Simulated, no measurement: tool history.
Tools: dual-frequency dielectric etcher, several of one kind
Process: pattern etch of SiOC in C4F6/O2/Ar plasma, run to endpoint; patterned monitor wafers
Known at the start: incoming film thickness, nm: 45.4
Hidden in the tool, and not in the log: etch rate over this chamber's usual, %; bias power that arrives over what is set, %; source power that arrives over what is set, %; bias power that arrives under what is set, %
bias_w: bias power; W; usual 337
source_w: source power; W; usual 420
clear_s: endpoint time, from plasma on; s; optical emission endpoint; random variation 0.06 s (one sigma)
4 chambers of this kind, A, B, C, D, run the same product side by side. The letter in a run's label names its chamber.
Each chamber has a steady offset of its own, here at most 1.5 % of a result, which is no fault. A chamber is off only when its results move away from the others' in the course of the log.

run,hour,bias_w,source_w,hours since the last wet clean,hours since the last bias power generator calibration,hours since the last source power generator calibration,clear_s
1A,5.3,337,420,217.9,128.5,3738.8,17.465
2D,10.9,337,420,219,3363.4,286.1,17.242
3C,17.5,337,420,155.4,3060.5,1419.3,17.332
4B,23.4,337,420,373.1,1638.2,655.2,17.44
5D,29.7,364,330,237.8,3382.2,304.9,18.457
6C,34.2,364,330,172.1,3077.2,1436,18.388
7B,38.3,364,330,388,1653.1,670.1,18.572
8A,45.2,364,330,257.8,168.4,3778.7,18.67
9B,48.3,278,420,398,1663.1,680.1,18.635
10C,51.9,278,420,189.8,3094.9,1453.7,18.487
11D,56.9,278,420,265,3409.4,332.1,18.518
12A,61.2,278,420,273.8,184.4,3794.7,18.7
13C,65.2,337,420,203.1,3108.2,1467,17.183
14B,69.9,337,420,419.6,1684.7,701.7,17.344
15D,73.9,337,420,282,3426.4,349.1,17.308
16A,80.8,337,420,293.4,204,3814.3,17.375
17C,85.8,289,420,223.7,3128.8,1487.6,18.117
18B,91.9,289,420,441.6,1706.7,723.7,18.092
19D,97.2,289,420,305.3,3449.7,372.4,18.223
20A,103,289,420,315.6,226.2,3836.5,18.353
21B,107.5,337,420,457.2,1722.3,739.3,16.962
22A,113.5,337,420,326.1,236.7,3847,17.44
23C,119.6,337,420,257.5,3162.6,1521.4,17.297
24D,124.9,337,420,333,3477.4,400.1,17.339
25A,130.7,337,420,343.3,253.9,3864.2,17.407
26C,137.4,337,420,275.3,3180.4,1539.2,17.243
27D,141.4,337,420,349.5,3493.9,416.6,17.256
28B,147,409,420,496.7,1761.8,778.8,15.529

Is one chamber off against the others, does the gauge drift, or is nothing wrong? If a chamber is off, say which, and what the likeliest cause is.

Chamber B drifts away from the others.
Cause: etch rate over this chamber's usual, % = 5.13.

Here are 4 candidates for chamber B's next run, each the usual settings with a change, their results left as question marks. Which one brings its results back in line with what the others give on the usual settings?
In line means no further than this from the other chambers' mean on the usual settings: clear_s 0.21 s
29B-1,152.1,299,370,,,,?
29B-2,152.1,294,420,,,,?
29B-3,152.1,358,450,,,,?
29B-4,152.1,378,470,,,,?

The other chambers' mean on the usual settings: clear_s 17.354 s
run,clear_s
29B-1,18.13
29B-2,17.376
29B-3,15.799
29B-4,15.244
29B-2 brings the chamber back in line.

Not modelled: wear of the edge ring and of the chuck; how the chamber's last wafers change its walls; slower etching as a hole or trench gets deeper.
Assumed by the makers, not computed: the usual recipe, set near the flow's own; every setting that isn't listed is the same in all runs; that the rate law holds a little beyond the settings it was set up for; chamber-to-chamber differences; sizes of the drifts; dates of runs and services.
